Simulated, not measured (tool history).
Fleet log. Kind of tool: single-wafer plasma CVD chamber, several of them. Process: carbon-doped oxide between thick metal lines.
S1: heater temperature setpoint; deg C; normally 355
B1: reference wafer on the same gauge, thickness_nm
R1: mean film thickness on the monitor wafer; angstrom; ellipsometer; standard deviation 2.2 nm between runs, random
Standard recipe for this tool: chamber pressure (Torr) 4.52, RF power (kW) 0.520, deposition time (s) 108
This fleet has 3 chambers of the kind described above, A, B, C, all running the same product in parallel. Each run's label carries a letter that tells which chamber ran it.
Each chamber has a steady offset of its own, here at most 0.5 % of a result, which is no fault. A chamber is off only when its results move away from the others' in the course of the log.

Run 1B, hour 10.9: usual settings; B1 439.89. Result: R1 5460.4 angstrom.
Run 2C, hour 19.7: usual settings; B1 439.91. Result: R1 5435.3 angstrom.
Run 3A, hour 32.0: usual settings; B1 439.95. Result: R1 5435.1 angstrom.
Run 4C, hour 42.7: usual settings; B1 439.64. Result: R1 5372.9 angstrom.
Run 5A, hour 54.2: usual settings; B1 439.97. Result: R1 5456.8 angstrom.
Run 6B, hour 63.9: usual settings; B1 440.42. Result: R1 5452.6 angstrom.
Run 7B, hour 77.7: usual settings; B1 440.37. Result: R1 5427.6 angstrom.
Run 8C, hour 85.0: usual settings; B1 439.52. Result: R1 5410.8 angstrom.
Run 9A, hour 94.0: usual settings; B1 439.80. Result: R1 5413.7 angstrom.
Run 10A, hour 107.0: usual settings; B1 440.33. Result: R1 5407.3 angstrom.
Run 11C, hour 118.0: usual settings; B1 439.67. Result: R1 5375.4 angstrom.
Run 12B, hour 127.2: usual settings; B1 439.86. Result: R1 5432.7 angstrom.
Run 13B, hour 136.8: usual settings; B1 440.05. Result: R1 5439.3 angstrom.
Run 14C, hour 149.7: usual settings; B1 440.18. Result: R1 5396.6 angstrom.
Run 15A, hour 163.6: usual settings; B1 440.69. Result: R1 5434.4 angstrom.
Run 16B, hour 171.7: usual settings; B1 440.08. Result: R1 5446.1 angstrom.
Run 17C, hour 185.9: usual settings but deposition time (s) 122; B1 440.28. Result: R1 6040.1 angstrom.
Run 18A, hour 192.7: usual settings but deposition time (s) 122; B1 439.61. Result: R1 6084.2 angstrom.
Run 19B, hour 202.3: usual settings but deposition time (s) 122; B1 439.81. Result: R1 6163.7 angstrom.
Run 20C, hour 211.4: usual settings; B1 439.98. Result: R1 5398.2 angstrom.
Run 21A, hour 221.4: usual settings; B1 440.12. Result: R1 5434.2 angstrom.
Run 22A, hour 231.8: usual settings; B1 440.18. Result: R1 5405.3 angstrom.
Run 23C, hour 245.1: usual settings; B1 439.64. Result: R1 5408.4 angstrom.
Run 24B, hour 253.7: usual settings but chamber pressure (Torr) 5.03, deposition time (s) 122; B1 440.24. Result: R1 6238.9 angstrom.
Run 25C, hour 268.0: usual settings but chamber pressure (Torr) 5.03, deposition time (s) 122; B1 440.03. Result: R1 6206.6 angstrom.
Run 26B, hour 280.3: usual settings but chamber pressure (Torr) 5.03, deposition time (s) 122; B1 440.12. Result: R1 6235.0 angstrom.
Run 27A, hour 289.8: usual settings; B1 440.03. Result: R1 5372.4 angstrom.
At hour 298.5: chamber C: capacitance manometer re-zeroed and calibrated.
Run 28A, hour 301.7: usual settings but S1 360 deg C; B1 439.90. Result: R1 5355.1 angstrom.
Run 29C, hour 311.5: usual settings but S1 360 deg C; B1 439.88. Result: R1 5315.0 angstrom.
Run 30B, hour 317.8: usual settings but S1 360 deg C; B1 440.47. Result: R1 5387.6 angstrom.
Run 31C, hour 324.8: usual settings but RF power (kW) 0.605; B1 439.92. Result: R1 5925.5 angstrom.
Run 32B, hour 336.9: usual settings but RF power (kW) 0.605; B1 439.92. Result: R1 5963.8 angstrom.
Run 33A, hour 350.7: usual settings but RF power (kW) 0.605; B1 439.76. Result: R1 5920.4 angstrom.

Which is it: a chamber that has drifted or been left off by a service, a gauge drift common to all chambers, or only each chamber's usual small offset? If a chamber is off, name it and its likeliest cause.

Neither any chamber nor the gauge drifts; the chambers differ only by their own small, steady offsets.
